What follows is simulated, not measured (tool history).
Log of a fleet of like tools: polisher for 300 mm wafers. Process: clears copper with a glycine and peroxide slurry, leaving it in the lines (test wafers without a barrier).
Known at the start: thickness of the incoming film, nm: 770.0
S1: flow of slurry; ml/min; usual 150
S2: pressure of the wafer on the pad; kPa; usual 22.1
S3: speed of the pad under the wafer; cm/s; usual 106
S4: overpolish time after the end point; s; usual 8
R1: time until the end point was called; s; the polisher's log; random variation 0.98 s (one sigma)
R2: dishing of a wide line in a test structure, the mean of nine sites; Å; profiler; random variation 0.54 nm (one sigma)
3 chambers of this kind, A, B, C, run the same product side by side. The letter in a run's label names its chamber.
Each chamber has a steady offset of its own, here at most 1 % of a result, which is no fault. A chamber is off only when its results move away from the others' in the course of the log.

run 1B day=0.375 | S1=150 S2=22.1 S3=106 S4=8 | R1=110.53 R2=404.07
-- day=0.667 chamber C: head pressure recalibrated
run 2C day=0.796 | S1=150 S2=22.1 S3=106 S4=8 | R1=109.08 R2=401.47
run 3A day=1.038 | S1=150 S2=22.1 S3=106 S4=8 | R1=113.03 R2=406.25
run 4B day=1.325 | S1=150 S2=22.1 S3=106 S4=8 | R1=109.06 R2=401.64
run 5C day=1.588 | S1=150 S2=22.1 S3=106 S4=8 | R1=107.36 R2=385.9
run 6A day=1.875 | S1=150 S2=22.1 S3=106 S4=8 | R1=110.77 R2=396.57
-- day=1.892 chamber A: worn pad replaced by a new one
-- day=2.142 chamber B: worn pad replaced by a new one
run 7C day=2.221 | S1=150 S2=22.1 S3=70 S4=5 | R1=151.63 R2=190.03
-- day=2.429 chamber A: head pressure recalibrated
run 8B day=2.667 | S1=150 S2=22.1 S3=70 S4=5 | R1=156.16 R2=193.52
run 9A day=2.912 | S1=150 S2=22.1 S3=70 S4=5 | R1=156.48 R2=191.84
run 10B day=3.275 | S1=150 S2=22.1 S3=94 S4=12 | R1=122.97 R2=538.72
run 11C day=3.667 | S1=150 S2=22.1 S3=94 S4=12 | R1=120.35 R2=523.87
run 12A day=3.908 | S1=150 S2=22.1 S3=94 S4=12 | R1=123.61 R2=529.58
run 13B day=4.258 | S1=150 S2=22.1 S3=106 S4=8 | R1=110.12 R2=404.3
-- day=4.342 chamber C: worn pad replaced by a new one
-- day=4.517 chamber B: head pressure recalibrated
run 14A day=4.55 | S1=170 S2=22.1 S3=106 S4=8 | R1=110.53 R2=414.79
-- day=4.921 chamber A: worn pad replaced by a new one
run 15C day=4.925 | S1=170 S2=22.1 S3=106 S4=8 | R1=107.18 R2=411.36
-- day=5.012 chamber B: worn pad replaced by a new one
run 16B day=5.208 | S1=170 S2=22.1 S3=106 S4=8 | R1=116.02 R2=386.35
run 17A day=5.633 | S1=150 S2=22.1 S3=106 S4=8 | R1=110.2 R2=410.16
-- day=5.95 chamber A: slurry nozzle cleaned
run 18C day=5.962 | S1=150 S2=22.1 S3=106 S4=8 | R1=108.59 R2=403.75
run 19B day=6.383 | S1=150 S2=22.1 S3=106 S4=8 | R1=117.65 R2=380.47
run 20C day=6.679 | S1=165 S2=22.1 S3=142 S4=8 | R1=83.232 R2=500.61
run 21A day=6.975 | S1=165 S2=22.1 S3=142 S4=8 | R1=83.023 R2=509.04
run 22C day=7.192 | S1=165 S2=22.1 S3=142 S4=8 | R1=81.941 R2=509.74
run 23A day=7.538 | S1=150 S2=22.1 S3=106 S4=8 | R1=111.58 R2=404.79
-- day=7.633 chamber B: worn pad replaced by a new one
run 24B day=7.767 | S1=150 S2=22.1 S3=106 S4=8 | R1=117.05 R2=374.55
-- day=7.875 chamber A: worn pad replaced by a new one
run 25A day=7.992 | S1=150 S2=22.1 S3=86 S4=5 | R1=133.07 R2=220.72
run 26C day=8.396 | S1=150 S2=22.1 S3=86 S4=5 | R1=130.44 R2=217.14
run 27B day=8.692 | S1=150 S2=22.1 S3=86 S4=5 | R1=139.55 R2=208.93
run 28B day=9.079 | S1=150 S2=22.1 S3=106 S4=8 | R1=115.68 R2=369.9
run 29A day=9.462 | S1=150 S2=22.1 S3=106 S4=8 | R1=111.42 R2=390.45
-- day=9.708 chamber C: worn pad replaced by a new one
run 30C day=9.842 | S1=150 S2=22.1 S3=106 S4=8 | R1=108.42 R2=400.51
run 31A day=10.221 | S1=150 S2=22.1 S3=106 S4=8 | R1=112.85 R2=404.24
-- day=10.408 chamber A: worn pad replaced by a new one
-- day=10.679 chamber B: worn pad replaced by a new one
run 32B day=10.688 | S1=150 S2=22.1 S3=106 S4=8 | R1=119.05 R2=377.96
-- day=10.788 chamber B: slurry nozzle cleaned
run 33C day=10.921 | S1=105 S2=22.1 S3=94 S4=8 | R1=128.33 R2=335.34
run 34C day=11.158 | S1=105 S2=22.1 S3=94 S4=8 | R1=128.54 R2=340.39
run 35B day=11.608 | S1=105 S2=22.1 S3=94 S4=8 | R1=138.2 R2=326.92
run 36A day=11.854 | S1=150 S2=22.1 S3=106 S4=8 | R1=109.83 R2=399.42
run 37C day=12.079 | S1=150 S2=22.1 S3=106 S4=8 | R1=109.77 R2=397.09
run 38B day=12.338 | S1=150 S2=22.1 S3=106 S4=8 | R1=117.79 R2=382.83
run 39A day=12.571 | S1=150 S2=22.1 S3=106 S4=8 | R1=109.75 R2=396.12
-- day=12.667 chamber C: slurry nozzle cleaned
run 40C day=12.979 | S1=150 S2=22.1 S3=106 S4=8 | R1=107.45 R2=398.51
run 41A day=13.442 | S1=175 S2=22.1 S3=84 S4=8 | R1=132.4 R2=342.58
run 42B day=13.862 | S1=175 S2=22.1 S3=84 S4=8 | R1=136.14 R2=330.3

Next, every chamber runs the same settings. What will each give?
run 43A day=14.196 | S1=150 S2=22.1 S3=106 S4=4 | R1=? R2=?
run 43B day=14.196 | S1=150 S2=22.1 S3=106 S4=4 | R1=? R2=?
run 43C day=14.196 | S1=150 S2=22.1 S3=106 S4=4 | R1=? R2=?

run=43A R1=112.28 R2=220.27
run=43B R1=119.19 R2=194.93
run=43C R1=107.96 R2=209.18
